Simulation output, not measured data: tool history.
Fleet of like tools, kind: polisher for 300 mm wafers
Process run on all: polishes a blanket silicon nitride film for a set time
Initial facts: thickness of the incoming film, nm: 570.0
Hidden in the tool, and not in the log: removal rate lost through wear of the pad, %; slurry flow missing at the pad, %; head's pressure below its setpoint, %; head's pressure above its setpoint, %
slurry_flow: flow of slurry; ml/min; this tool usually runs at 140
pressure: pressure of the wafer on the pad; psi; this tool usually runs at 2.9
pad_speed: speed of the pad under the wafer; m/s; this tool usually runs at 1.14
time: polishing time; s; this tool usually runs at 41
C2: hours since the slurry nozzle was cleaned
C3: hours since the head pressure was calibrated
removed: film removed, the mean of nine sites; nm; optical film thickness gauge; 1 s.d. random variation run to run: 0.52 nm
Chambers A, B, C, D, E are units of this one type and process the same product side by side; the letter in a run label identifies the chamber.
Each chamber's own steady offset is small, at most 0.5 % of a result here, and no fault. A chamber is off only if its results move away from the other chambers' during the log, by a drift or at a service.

{"run": "1A", "day": 0.25, "slurry_flow": 140, "pressure": 2.9, "pad_speed": 1.14, "time": 41, "wafers polished on this pad": 896, "C2": 295.6, "C3": 1255.9, "removed": 63.414}
{"day": 0.354, "done": "chamber D: slurry nozzle cleaned"}
{"run": "2C", "day": 0.471, "slurry_flow": 140, "pressure": 2.9, "pad_speed": 1.14, "time": 41, "wafers polished on this pad": 433, "C2": 768.7, "C3": 538.0, "removed": 62.581}
{"day": 0.562, "done": "chamber D: worn pad replaced by a new one"}
{"day": 0.604, "done": "chamber C: slurry nozzle cleaned"}
{"day": 0.667, "done": "chamber A: worn pad replaced by a new one"}
{"day": 0.671, "done": "chamber E: head pressure recalibrated"}
{"day": 0.771, "done": "chamber E: worn pad replaced by a new one"}
{"day": 0.817, "done": "chamber A: head pressure recalibrated"}
{"run": "3D", "day": 0.858, "slurry_flow": 140, "pressure": 2.9, "pad_speed": 1.14, "time": 41, "wafers polished on this pad": 113, "C2": 12.2, "C3": 545.5, "removed": 63.55}
{"run": "4B", "day": 1.112, "slurry_flow": 140, "pressure": 2.9, "pad_speed": 1.14, "time": 41, "wafers polished on this pad": 1110, "C2": 313.8, "C3": 234.3, "removed": 62.904}
{"day": 1.262, "done": "chamber D: head pressure recalibrated"}
{"day": 1.438, "done": "chamber C: worn pad replaced by a new one"}
{"run": "5E", "day": 1.462, "slurry_flow": 140, "pressure": 2.9, "pad_speed": 1.14, "time": 41, "wafers polished on this pad": 265, "C2": 609.9, "C3": 19.1, "removed": 64.273}
{"run": "6D", "day": 1.846, "slurry_flow": 140, "pressure": 2.9, "pad_speed": 1.14, "time": 41, "wafers polished on this pad": 492, "C2": 35.9, "C3": 14.0, "removed": 63.868}
{"run": "7C", "day": 2.046, "slurry_flow": 140, "pressure": 2.9, "pad_speed": 1.14, "time": 41, "wafers polished on this pad": 234, "C2": 34.7, "C3": 575.8, "removed": 62.708}
{"run": "8E", "day": 2.354, "slurry_flow": 140, "pressure": 2.9, "pad_speed": 1.14, "time": 41, "wafers polished on this pad": 607, "C2": 631.3, "C3": 40.5, "removed": 64.411}
{"run": "9B", "day": 2.538, "slurry_flow": 140, "pressure": 2.9, "pad_speed": 1.14, "time": 41, "wafers polished on this pad": 1657, "C2": 348.0, "C3": 268.5, "removed": 63.036}
{"run": "10A", "day": 2.775, "slurry_flow": 140, "pressure": 2.9, "pad_speed": 1.14, "time": 41, "wafers polished on this pad": 810, "C2": 356.2, "C3": 47.0, "removed": 63.82}
{"run": "11B", "day": 3.108, "slurry_flow": 140, "pressure": 2.9, "pad_speed": 1.14, "time": 41, "wafers polished on this pad": 1876, "C2": 361.7, "C3": 282.2, "removed": 62.641}
{"day": 3.417, "done": "chamber A: worn pad replaced by a new one"}
{"run": "12A", "day": 3.471, "slurry_flow": 140, "pressure": 2.9, "pad_speed": 1.14, "time": 41, "wafers polished on this pad": 21, "C2": 372.9, "C3": 63.7, "removed": 63.884}
{"day": 3.604, "done": "chamber C: worn pad replaced by a new one"}
{"run": "13D", "day": 3.658, "slurry_flow": 140, "pressure": 2.9, "pad_speed": 0.78, "time": 28, "wafers polished on this pad": 1187, "C2": 79.4, "C3": 57.5, "removed": 31.66}
{"day": 3.858, "done": "chamber E: worn pad replaced by a new one"}
{"run": "14E", "day": 3.883, "slurry_flow": 140, "pressure": 2.9, "pad_speed": 0.78, "time": 28, "wafers polished on this pad": 9, "C2": 668.0, "C3": 77.2, "removed": 32.192}
{"day": 4.133, "done": "chamber D: worn pad replaced by a new one"}
{"run": "15C", "day": 4.171, "slurry_flow": 140, "pressure": 2.9, "pad_speed": 0.78, "time": 28, "wafers polished on this pad": 217, "C2": 85.7, "C3": 626.8, "removed": 31.523}
{"day": 4.412, "done": "chamber A: slurry nozzle cleaned"}
{"run": "16B", "day": 4.517, "slurry_flow": 140, "pressure": 2.9, "pad_speed": 0.78, "time": 28, "wafers polished on this pad": 2416, "C2": 395.5, "C3": 316.0, "removed": 31.267}
{"day": 4.762, "done": "chamber B: slurry nozzle cleaned"}
{"run": "17E", "day": 4.883, "slurry_flow": 140, "pressure": 2.9, "pad_speed": 0.78, "time": 28, "wafers polished on this pad": 393, "C2": 692.0, "C3": 101.2, "removed": 32.278}
{"run": "18A", "day": 5.208, "slurry_flow": 140, "pressure": 2.9, "pad_speed": 1.14, "time": 41, "wafers polished on this pad": 687, "C2": 19.2, "C3": 105.4, "removed": 63.862}
{"run": "19D", "day": 5.554, "slurry_flow": 140, "pressure": 2.9, "pad_speed": 1.14, "time": 41, "wafers polished on this pad": 545, "C2": 124.9, "C3": 103.0, "removed": 62.996}
{"day": 5.667, "done": "chamber C: worn pad replaced by a new one"}
{"run": "20C", "day": 5.833, "slurry_flow": 140, "pressure": 2.9, "pad_speed": 1.14, "time": 41, "wafers polished on this pad": 64, "C2": 125.6, "C3": 666.7, "removed": 63.93}
{"run": "21B", "day": 6.204, "slurry_flow": 140, "pressure": 2.9, "pad_speed": 1.14, "time": 41, "wafers polished on this pad": 3063, "C2": 34.6, "C3": 356.5, "removed": 61.491}
{"day": 6.283, "done": "chamber A: worn pad replaced by a new one"}
{"run": "22C", "day": 6.442, "slurry_flow": 140, "pressure": 2.9, "pad_speed": 1.14, "time": 41, "wafers polished on this pad": 298, "C2": 140.2, "C3": 681.3, "removed": 62.856}
{"run": "23D", "day": 6.621, "slurry_flow": 140, "pressure": 2.9, "pad_speed": 1.14, "time": 41, "wafers polished on this pad": 954, "C2": 150.5, "C3": 128.6, "removed": 64.071}
{"run": "24A", "day": 6.888, "slurry_flow": 140, "pressure": 2.9, "pad_speed": 1.14, "time": 41, "wafers polished on this pad": 232, "C2": 59.5, "C3": 145.7, "removed": 64.533}
{"run": "25E", "day": 7.129, "slurry_flow": 140, "pressure": 2.9, "pad_speed": 1.14, "time": 41, "wafers polished on this pad": 1254, "C2": 745.9, "C3": 155.1, "removed": 63.411}
{"run": "26D", "day": 7.404, "slurry_flow": 140, "pressure": 2.9, "pad_speed": 1.14, "time": 41, "wafers polished on this pad": 1255, "C2": 169.3, "C3": 147.4, "removed": 63.371}
{"day": 7.588, "done": "chamber D: worn pad replaced by a new one"}
{"day": 7.6, "done": "chamber E: worn pad replaced by a new one"}
{"run": "27E", "day": 7.675, "slurry_flow": 140, "pressure": 2.9, "pad_speed": 1.14, "time": 41, "wafers polished on this pad": 28, "C2": 759.0, "C3": 168.2, "removed": 64.145}
{"run": "28C", "day": 7.929, "slurry_flow": 140, "pressure": 2.9, "pad_speed": 1.14, "time": 41, "wafers polished on this pad": 868, "C2": 175.9, "C3": 717.0, "removed": 62.768}
{"day": 8.079, "done": "chamber C: worn pad replaced by a new one"}
{"run": "29A", "day": 8.238, "slurry_flow": 140, "pressure": 2.9, "pad_speed": 1.14, "time": 41, "wafers polished on this pad": 750, "C2": 91.9, "C3": 178.1, "removed": 62.92}
{"run": "30B", "day": 8.512, "slurry_flow": 140, "pressure": 2.9, "pad_speed": 1.14, "time": 41, "wafers polished on this pad": 3949, "C2": 90.0, "C3": 411.9, "removed": 59.488}
{"run": "31D", "day": 8.871, "slurry_flow": 140, "pressure": 2.9, "pad_speed": 1.14, "time": 41, "wafers polished on this pad": 492, "C2": 204.5, "C3": 182.6, "removed": 62.838}
{"day": 8.992, "done": "chamber A: worn pad replaced by a new one"}
{"run": "32C", "day": 9.2, "slurry_flow": 140, "pressure": 2.9, "pad_speed": 0.94, "time": 41, "wafers polished on this pad": 430, "C2": 206.4, "C3": 747.5, "removed": 54.199}
{"run": "33B", "day": 9.371, "slurry_flow": 140, "pressure": 2.9, "pad_speed": 0.94, "time": 41, "wafers polished on this pad": 4278, "C2": 110.6, "C3": 432.5, "removed": 49.836}
{"run": "34A", "day": 9.746, "slurry_flow": 140, "pressure": 2.9, "pad_speed": 0.94, "time": 41, "wafers polished on this pad": 289, "C2": 128.1, "C3": 214.3, "removed": 54.639}
{"run": "35E", "day": 9.971, "slurry_flow": 140, "pressure": 2.9, "pad_speed": 0.94, "time": 41, "wafers polished on this pad": 909, "C2": 814.1, "C3": 223.3, "removed": 53.968}
{"day": 10.183, "done": "chamber C: worn pad replaced by a new one"}
{"run": "36A", "day": 10.212, "slurry_flow": 140, "pressure": 2.9, "pad_speed": 0.94, "time": 41, "wafers polished on this pad": 468, "C2": 139.3, "C3": 225.5, "removed": 54.828}
{"run": "37E", "day": 10.454, "slurry_flow": 140, "pressure": 2.9, "pad_speed": 1.14, "time": 41, "wafers polished on this pad": 1094, "C2": 825.7, "C3": 234.9, "removed": 62.748}
{"run": "38C", "day": 10.629, "slurry_flow": 140, "pressure": 2.9, "pad_speed": 1.14, "time": 41, "wafers polished on this pad": 171, "C2": 240.7, "C3": 781.8, "removed": 62.646}
{"run": "39D", "day": 10.862, "slurry_flow": 140, "pressure": 2.9, "pad_speed": 1.14, "time": 41, "wafers polished on this pad": 1256, "C2": 252.3, "C3": 230.4, "removed": 63.693}
{"run": "40B", "day": 11.233, "slurry_flow": 140, "pressure": 2.9, "pad_speed": 1.14, "time": 41, "wafers polished on this pad": 4992, "C2": 155.3, "C3": 477.2, "removed": 57.329}
{"run": "41C", "day": 11.592, "slurry_flow": 140, "pressure": 2.9, "pad_speed": 1.14, "time": 41, "wafers polished on this pad": 541, "C2": 263.8, "C3": 804.9, "removed": 63.982}

All chambers now run identical settings, listed one chamber a line with results as question marks. What results will each chamber show?
{"run": "42A", "day": 11.879, "slurry_flow": 140, "pressure": 2.9, "pad_speed": 1.14, "time": 41, "removed": "?"}
{"run": "42B", "day": 11.879, "slurry_flow": 140, "pressure": 2.9, "pad_speed": 1.14, "time": 41, "removed": "?"}
{"run": "42C", "day": 11.879, "slurry_flow": 140, "pressure": 2.9, "pad_speed": 1.14, "time": 41, "removed": "?"}
{"run": "42D", "day": 11.879, "slurry_flow": 140, "pressure": 2.9, "pad_speed": 1.14, "time": 41, "removed": "?"}
{"run": "42E", "day": 11.879, "slurry_flow": 140, "pressure": 2.9, "pad_speed": 1.14, "time": 41, "removed": "?"}

run=42A removed=63.959
run=42B removed=55.882
run=42C removed=64.485
run=42D removed=63.586
run=42E removed=62.733

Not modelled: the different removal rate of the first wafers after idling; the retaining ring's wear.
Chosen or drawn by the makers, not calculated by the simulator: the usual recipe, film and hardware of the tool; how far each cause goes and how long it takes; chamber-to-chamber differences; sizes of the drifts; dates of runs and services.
